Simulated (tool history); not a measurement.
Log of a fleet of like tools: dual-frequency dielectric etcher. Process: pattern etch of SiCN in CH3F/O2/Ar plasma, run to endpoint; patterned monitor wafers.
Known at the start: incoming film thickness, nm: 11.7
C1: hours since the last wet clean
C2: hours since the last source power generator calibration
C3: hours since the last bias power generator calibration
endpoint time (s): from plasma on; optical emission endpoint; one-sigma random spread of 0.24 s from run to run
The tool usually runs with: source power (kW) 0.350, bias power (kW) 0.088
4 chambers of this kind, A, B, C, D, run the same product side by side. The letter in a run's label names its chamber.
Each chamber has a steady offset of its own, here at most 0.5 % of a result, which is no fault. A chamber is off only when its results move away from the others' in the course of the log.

{"run": "1C", "day": 0.517, "source power (kW)": 0.35, "bias power (kW)": 0.088, "C1": 355.3, "C2": 948.2, "C3": 1115.6, "endpoint time (s)": 30.56}
{"run": "2A", "day": 1.142, "source power (kW)": 0.35, "bias power (kW)": 0.088, "C1": 304.9, "C2": 4051.2, "C3": 3060.2, "endpoint time (s)": 30.197}
{"run": "3D", "day": 1.65, "source power (kW)": 0.35, "bias power (kW)": 0.088, "C1": 103.9, "C2": 1046.6, "C3": 513.1, "endpoint time (s)": 30.417}
{"run": "4B", "day": 2.117, "source power (kW)": 0.35, "bias power (kW)": 0.088, "C1": 52.8, "C2": 1723.5, "C3": 2499.8, "endpoint time (s)": 30.204}
{"run": "5C", "day": 2.542, "source power (kW)": 0.43, "bias power (kW)": 0.081, "C1": 403.9, "C2": 996.8, "C3": 1164.2, "endpoint time (s)": 28.784}
{"run": "6A", "day": 2.9, "source power (kW)": 0.43, "bias power (kW)": 0.081, "C1": 347.1, "C2": 4093.4, "C3": 3102.4, "endpoint time (s)": 28.934}
{"run": "7D", "day": 3.238, "source power (kW)": 0.43, "bias power (kW)": 0.081, "C1": 142.0, "C2": 1084.7, "C3": 551.2, "endpoint time (s)": 28.677}
{"run": "8B", "day": 3.867, "source power (kW)": 0.43, "bias power (kW)": 0.081, "C1": 94.8, "C2": 1765.5, "C3": 2541.8, "endpoint time (s)": 29.076}
{"run": "9B", "day": 4.329, "source power (kW)": 0.35, "bias power (kW)": 0.069, "C1": 105.9, "C2": 1776.6, "C3": 2552.9, "endpoint time (s)": 33.267}
{"run": "10A", "day": 4.888, "source power (kW)": 0.35, "bias power (kW)": 0.069, "C1": 394.8, "C2": 4141.1, "C3": 3150.1, "endpoint time (s)": 33.426}
{"run": "11C", "day": 5.308, "source power (kW)": 0.35, "bias power (kW)": 0.069, "C1": 470.3, "C2": 1063.2, "C3": 1230.6, "endpoint time (s)": 32.985}
{"run": "12D", "day": 5.658, "source power (kW)": 0.35, "bias power (kW)": 0.069, "C1": 200.1, "C2": 1142.8, "C3": 609.3, "endpoint time (s)": 33.332}
{"day": 5.85, "done": "chamber C: wet clean of the chamber"}
{"run": "13B", "day": 5.967, "source power (kW)": 0.35, "bias power (kW)": 0.088, "C1": 145.2, "C2": 1815.9, "C3": 2592.2, "endpoint time (s)": 30.762}
{"run": "14A", "day": 6.4, "source power (kW)": 0.35, "bias power (kW)": 0.088, "C1": 431.1, "C2": 4177.4, "C3": 3186.4, "endpoint time (s)": 30.477}
{"run": "15D", "day": 6.958, "source power (kW)": 0.35, "bias power (kW)": 0.088, "C1": 231.3, "C2": 1174.0, "C3": 640.5, "endpoint time (s)": 30.302}
{"run": "16C", "day": 7.367, "source power (kW)": 0.35, "bias power (kW)": 0.088, "C1": 36.5, "C2": 1112.6, "C3": 1280.0, "endpoint time (s)": 29.378}
{"run": "17C", "day": 7.721, "source power (kW)": 0.35, "bias power (kW)": 0.088, "C1": 45.0, "C2": 1121.1, "C3": 1288.5, "endpoint time (s)": 28.922}
{"run": "18D", "day": 8.338, "source power (kW)": 0.35, "bias power (kW)": 0.088, "C1": 264.4, "C2": 1207.1, "C3": 673.6, "endpoint time (s)": 30.372}
{"run": "19A", "day": 8.838, "source power (kW)": 0.35, "bias power (kW)": 0.088, "C1": 489.6, "C2": 4235.9, "C3": 3244.9, "endpoint time (s)": 29.993}
{"run": "20B", "day": 9.421, "source power (kW)": 0.35, "bias power (kW)": 0.088, "C1": 228.1, "C2": 1898.8, "C3": 2675.1, "endpoint time (s)": 29.935}
{"run": "21C", "day": 9.883, "source power (kW)": 0.35, "bias power (kW)": 0.088, "C1": 96.9, "C2": 1173.0, "C3": 1340.4, "endpoint time (s)": 29.127}
{"run": "22B", "day": 10.346, "source power (kW)": 0.35, "bias power (kW)": 0.088, "C1": 250.3, "C2": 1921.0, "C3": 2697.3, "endpoint time (s)": 30.541}
{"run": "23D", "day": 10.942, "source power (kW)": 0.27, "bias power (kW)": 0.088, "C1": 326.9, "C2": 1269.6, "C3": 736.1, "endpoint time (s)": 33.593}
{"run": "24A", "day": 11.233, "source power (kW)": 0.27, "bias power (kW)": 0.088, "C1": 547.1, "C2": 4293.4, "C3": 3302.4, "endpoint time (s)": 33.258}
{"run": "25A", "day": 11.775, "source power (kW)": 0.27, "bias power (kW)": 0.088, "C1": 560.1, "C2": 4306.4, "C3": 3315.4, "endpoint time (s)": 33.118}

Each of the 4 chambers runs these same settings next. Fill in every chamber's results:
{"run": "26A", "day": 12.246, "source power (kW)": 0.35, "bias power (kW)": 0.07, "endpoint time (s)": "?"}
{"run": "26B", "day": 12.246, "source power (kW)": 0.35, "bias power (kW)": 0.07, "endpoint time (s)": "?"}
{"run": "26C", "day": 12.246, "source power (kW)": 0.35, "bias power (kW)": 0.07, "endpoint time (s)": "?"}
{"run": "26D", "day": 12.246, "source power (kW)": 0.35, "bias power (kW)": 0.07, "endpoint time (s)": "?"}

run=26A endpoint_time_(s)=33.177
run=26B endpoint_time_(s)=32.683
run=26C endpoint_time_(s)=31.688
run=26D endpoint_time_(s)=33.098
